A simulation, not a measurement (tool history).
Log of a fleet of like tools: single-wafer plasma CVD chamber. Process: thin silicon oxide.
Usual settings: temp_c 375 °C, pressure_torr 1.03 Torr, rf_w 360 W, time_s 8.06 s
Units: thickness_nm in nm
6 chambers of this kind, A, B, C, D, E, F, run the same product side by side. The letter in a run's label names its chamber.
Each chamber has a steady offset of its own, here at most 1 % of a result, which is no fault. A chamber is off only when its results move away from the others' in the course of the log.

run,day,temp_c,pressure_torr,rf_w,time_s,hours since the last thermocouple change,hours since the last RF generator calibration,hours since the last manometer calibration,"read-back reference wafer on the same gauge, thickness_nm",thickness_nm
1E,0.179,375,1.03,360,8.06,538.7,545.9,296,16.004,19.758
2A,0.433,375,1.03,360,8.06,2429,2014.5,768.9,16.001,19.773
3B,0.604,375,1.03,360,8.06,918,253.3,973.9,15.992,19.771
4D,0.871,375,1.03,360,8.06,267.2,107.1,2692.8,16.003,20.067
5C,1.092,375,1.03,360,8.06,266.1,34,950.5,15.995,19.937
6F,1.225,375,1.03,360,8.06,1903.1,549,1609.7,15.996,19.833
7D,1.392,375,1.03,425,8.58,279.7,119.6,2705.3,15.998,22.619
8C,1.617,375,1.03,425,8.58,278.7,46.6,963.1,15.994,22.485
9E,1.846,375,1.03,425,8.58,578.7,585.9,336,16.009,22.352
10B,1.988,375,1.03,425,8.58,951.2,286.5,1007.1,16.005,22.28
11A,2.217,375,1.03,425,8.58,2471.8,2057.3,811.7,16.003,22.459
12F,2.433,375,1.03,425,8.58,1932.1,578,1638.7,16.008,22.468
# day 2.533: chamber F: capacitance manometer re-zeroed and calibrated
13F,2.654,375,1.03,360,8.06,1937.4,583.3,2.9,15.995,19.899
14D,2.8,375,1.03,360,8.06,313.5,153.4,2739.1,16,20.023
15A,2.975,375,0.89,360,8.06,2490,2075.5,829.9,16.001,17.625
16E,3.212,375,0.89,360,8.06,611.5,618.7,368.8,15.999,17.71
17C,3.346,375,0.89,360,8.06,320.2,88.1,1004.6,15.995,17.699
18B,3.608,375,0.89,360,8.06,990.1,325.4,1046,15.996,17.672
19D,3.812,375,0.89,360,8.06,337.8,177.7,2763.4,16.002,17.951
20B,4.054,375,0.89,360,8.06,1000.8,336.1,1056.7,16.007,17.642
21F,4.233,375,1.03,360,8.06,1975.3,621.2,40.8,16.014,19.75
22A,4.371,375,1.03,360,8.06,2523.5,2109,863.4,15.996,19.761
# day 4.396: chamber F: thermocouple changed; heater temperature recalibrated
23C,4.612,375,1.03,360,6.53,350.6,118.5,1035,16.007,16.076
24E,4.796,375,1.03,360,6.53,649.5,656.7,406.8,15.998,16.065
25E,4.925,375,1.03,360,6.53,652.6,659.8,409.9,15.99,16.053
26A,5.15,375,1.03,360,6.53,2542.2,2127.7,882.1,16.012,15.979
27B,5.283,375,1.03,360,6.53,1030.3,365.6,1086.2,16.006,16.107
28F,5.508,375,1.03,360,6.53,26.8,651.8,71.4,15.994,15.943
29C,5.646,366,1.03,360,9.28,375.4,143.3,1059.8,15.998,23.012
30D,5.912,366,1.03,360,9.28,388.2,228.1,2813.8,15.996,23.275
31E,6.129,366,1.03,360,9.28,681.5,688.7,438.8,15.996,22.936
32B,6.329,366,1.03,360,9.28,1055.4,390.7,1111.3,15.991,22.954
33A,6.567,366,1.03,360,9.28,2576.2,2161.7,916.1,16,22.865
34D,6.825,366,1.03,360,9.28,410.1,250,2835.7,16.004,23.266
35F,7.008,375,1.03,360,8.06,62.8,687.8,107.4,15.992,19.663
36C,7.258,375,1.03,360,8.06,414.1,182,1098.5,15.997,19.942
37E,7.433,375,1.03,360,8.06,712.8,720,470.1,15.997,19.82
38C,7.658,375,1.03,360,8.06,423.7,191.6,1108.1,16,19.918
39B,7.9,375,1.03,360,8.06,1093.1,428.4,1149,16.01,19.753

What goes on in this fleet: one chamber off, a drifting gauge, or nothing beyond the chambers' own small offsets? Name the chamber and the cause, if any.

Chamber F drifts away from the others.
Cause: delivered RF power below the setpoint (%) = 4.5.
The log may not tell that from: true pressure below the setpoint (%).

Here are 4 candidates for chamber F's next run, each the usual settings with a change, their results left as question marks. Which one brings its results back in line with what the others give on the usual settings?
In line means no further than this from the other chambers' mean on the usual settings: thickness_nm 0.16 nm
40F-1,8.096,375,1.03,360,8.07,,,,,?
40F-2,8.096,375,1.04,360,8.13,,,,,?
40F-3,8.096,375,1.02,360,7.99,,,,,?
40F-4,8.096,375,1.03,355,8.06,,,,,?

The other chambers' mean on the usual settings: thickness_nm 19.869 nm
run,thickness_nm
40F-1,19.58
40F-2,19.857
40F-3,19.257
40F-4,19.448
40F-2 brings the chamber back in line.

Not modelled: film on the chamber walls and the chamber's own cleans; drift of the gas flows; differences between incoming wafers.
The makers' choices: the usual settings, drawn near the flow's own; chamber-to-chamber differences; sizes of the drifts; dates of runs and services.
